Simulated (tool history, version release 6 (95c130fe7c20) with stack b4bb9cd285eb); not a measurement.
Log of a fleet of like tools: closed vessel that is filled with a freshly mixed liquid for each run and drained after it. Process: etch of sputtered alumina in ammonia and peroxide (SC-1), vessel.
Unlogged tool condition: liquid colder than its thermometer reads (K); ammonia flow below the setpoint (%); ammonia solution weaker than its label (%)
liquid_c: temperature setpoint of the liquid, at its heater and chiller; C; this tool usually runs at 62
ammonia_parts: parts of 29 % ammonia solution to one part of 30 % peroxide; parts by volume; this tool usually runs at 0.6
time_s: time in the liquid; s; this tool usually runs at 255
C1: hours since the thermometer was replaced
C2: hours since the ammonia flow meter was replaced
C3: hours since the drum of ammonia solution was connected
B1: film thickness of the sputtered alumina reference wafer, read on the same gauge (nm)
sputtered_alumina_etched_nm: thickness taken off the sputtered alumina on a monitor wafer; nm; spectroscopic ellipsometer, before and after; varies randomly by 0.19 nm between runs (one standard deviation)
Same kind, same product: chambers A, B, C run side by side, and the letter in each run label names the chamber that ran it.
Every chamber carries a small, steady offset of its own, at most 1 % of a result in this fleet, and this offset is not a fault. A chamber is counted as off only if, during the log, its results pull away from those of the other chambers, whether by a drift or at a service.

Run 1C, hour 12.6: usual settings; C1 1974.6; C2 572; C3 312.5; B1 130.05. Result: sputtered_alumina_etched_nm 36.06 nm.
Run 2A, hour 25.5: usual settings; C1 175.5; C2 225.7; C3 136.4; B1 130.02. Result: sputtered_alumina_etched_nm 36.046 nm.
Run 3B, hour 36.3: usual settings; C1 148.7; C2 697.1; C3 871.7; B1 130. Result: sputtered_alumina_etched_nm 35.72 nm.
Run 4B, hour 50: usual settings; C1 162.4; C2 710.8; C3 885.4; B1 130.01. Result: sputtered_alumina_etched_nm 35.853 nm.
Run 5C, hour 61.8: usual settings; C1 2023.8; C2 621.2; C3 361.7; B1 130.04. Result: sputtered_alumina_etched_nm 36.12 nm.
Run 6A, hour 77.4: usual settings; C1 227.4; C2 277.6; C3 188.3; B1 130.01. Result: sputtered_alumina_etched_nm 35.556 nm.
Run 7B, hour 89.4: usual settings; C1 201.8; C2 750.2; C3 924.8; B1 130.01. Result: sputtered_alumina_etched_nm 35.556 nm.
At hour 90.3: chamber C: new drum of ammonia solution connected.
Run 8C, hour 102.2: usual settings; C1 2064.2; C2 661.6; C3 12; B1 129.98. Result: sputtered_alumina_etched_nm 36.288 nm.
Run 9A, hour 110.8: usual settings; C1 260.8; C2 311; C3 221.7; B1 130.03. Result: sputtered_alumina_etched_nm 35.109 nm.
Run 10C, hour 121.1: usual settings; C1 2083.1; C2 680.5; C3 30.9; B1 130.01. Result: sputtered_alumina_etched_nm 36.47 nm.
Run 11A, hour 131.4: usual settings; C1 281.4; C2 331.6; C3 242.3; B1 129.98. Result: sputtered_alumina_etched_nm 34.971 nm.
At hour 132.3: chamber B: new drum of ammonia solution connected.
Run 12B, hour 139.5: usual settings but liquid_c 66 C, time_s 310 s; C1 251.9; C2 800.3; C3 7.3; B1 129.98. Result: sputtered_alumina_etched_nm 53.29 nm.
At hour 142: chamber A: new drum of ammonia solution connected.
Run 13B, hour 147.8: usual settings but liquid_c 66 C, time_s 310 s; C1 260.2; C2 808.6; C3 15.6; B1 130.02. Result: sputtered_alumina_etched_nm 53.241 nm.
At hour 153.7: chamber B: ammonia flow meter replaced.
Run 14C, hour 161.7: usual settings but liquid_c 66 C, time_s 310 s; C1 2123.7; C2 721.1; C3 71.5; B1 130.01. Result: sputtered_alumina_etched_nm 53.704 nm.
Run 15A, hour 177: usual settings; C1 327; C2 377.2; C3 35; B1 130.01. Result: sputtered_alumina_etched_nm 34.631 nm.
Run 16B, hour 190.4: usual settings; C1 302.8; C2 36.8; C3 58.2; B1 130.02. Result: sputtered_alumina_etched_nm 35.784 nm.
Run 17A, hour 203.5: usual settings; C1 353.5; C2 403.7; C3 61.5; B1 130.01. Result: sputtered_alumina_etched_nm 34.323 nm.
At hour 207.3: chamber A: ammonia flow meter replaced.
Run 18C, hour 218.4: usual settings; C1 2180.4; C2 777.8; C3 128.2; B1 129.98. Result: sputtered_alumina_etched_nm 36.109 nm.
Run 19A, hour 230.2: usual settings; C1 380.2; C2 23; C3 88.2; B1 130. Result: sputtered_alumina_etched_nm 34.338 nm.
Run 20C, hour 243.3: usual settings; C1 2205.3; C2 802.7; C3 153.1; B1 130. Result: sputtered_alumina_etched_nm 36.277 nm.
Run 21B, hour 256.6: usual settings; C1 369; C2 103; C3 124.4; B1 130.03. Result: sputtered_alumina_etched_nm 35.561 nm.
Run 22C, hour 268.6: usual settings; C1 2230.6; C2 828; C3 178.4; B1 129.94. Result: sputtered_alumina_etched_nm 36.3 nm.
Run 23A, hour 277: usual settings; C1 427; C2 69.8; C3 135; B1 129.99. Result: sputtered_alumina_etched_nm 33.976 nm.
Run 24B, hour 288.5: usual settings but ammonia_parts 0.85 parts by volume, time_s 105 s; C1 400.9; C2 134.9; C3 156.3; B1 129.98. Result: sputtered_alumina_etched_nm 15.393 nm.
Run 25A, hour 302.9: usual settings but ammonia_parts 0.85 parts by volume, time_s 105 s; C1 452.9; C2 95.7; C3 160.9; B1 130.04. Result: sputtered_alumina_etched_nm 14.412 nm.
Run 26C, hour 311.2: usual settings but ammonia_parts 0.85 parts by volume, time_s 105 s; C1 2273.2; C2 870.6; C3 221; B1 130.01. Result: sputtered_alumina_etched_nm 15.446 nm.
Run 27B, hour 319.1: usual settings; C1 431.5; C2 165.5; C3 186.9; B1 129.98. Result: sputtered_alumina_etched_nm 35.67 nm.
Run 28A, hour 326.3: usual settings; C1 476.3; C2 119.1; C3 184.3; B1 130. Result: sputtered_alumina_etched_nm 33.744 nm.
Run 29B, hour 338.9: usual settings; C1 451.3; C2 185.3; C3 206.7; B1 130. Result: sputtered_alumina_etched_nm 35.835 nm.
Run 30C, hour 352.1: usual settings; C1 2314.1; C2 911.5; C3 261.9; B1 130. Result: sputtered_alumina_etched_nm 36.321 nm.

Decide between three cases: one chamber stands off from its peers, the gauge reading all wafers drifts, or nothing is wrong past each chamber's small offset. Where a chamber is off, say which and what most likely put it there.

One chamber, A, drifts off from the rest bit by bit.
What lies behind it: liquid colder than its thermometer reads (K) = 1.42.

Which of the 4 candidates below, each the usual settings with something changed and its results left as question marks, puts chamber A back in line with what the other chambers give on the usual settings?
Maximum distance from the other chambers' mean on the usual settings for a result to count as in line: sputtered_alumina_etched_nm 0.65 nm
Run 31A-1, hour 363.6: usual settings but liquid_c 60.5 C. Result: sputtered_alumina_etched_nm ?.
Run 31A-2, hour 363.6: usual settings but time_s 295 s. Result: sputtered_alumina_etched_nm ?.
Run 31A-3, hour 363.6: usual settings but liquid_c 63.5 C. Result: sputtered_alumina_etched_nm ?.
Run 31A-4, hour 363.6: usual settings but liquid_c 61 C, time_s 230 s. Result: sputtered_alumina_etched_nm ?.

What the other chambers average on the usual settings: sputtered_alumina_etched_nm 36.007 nm
  run  sputtered_alumina_etched_nm
31A-1                       30.989
31A-2                       38.684
31A-3                       36.072
31A-4                       28.681
The answer is 31A-3, which returns the chamber to within the allowed miss of the others.

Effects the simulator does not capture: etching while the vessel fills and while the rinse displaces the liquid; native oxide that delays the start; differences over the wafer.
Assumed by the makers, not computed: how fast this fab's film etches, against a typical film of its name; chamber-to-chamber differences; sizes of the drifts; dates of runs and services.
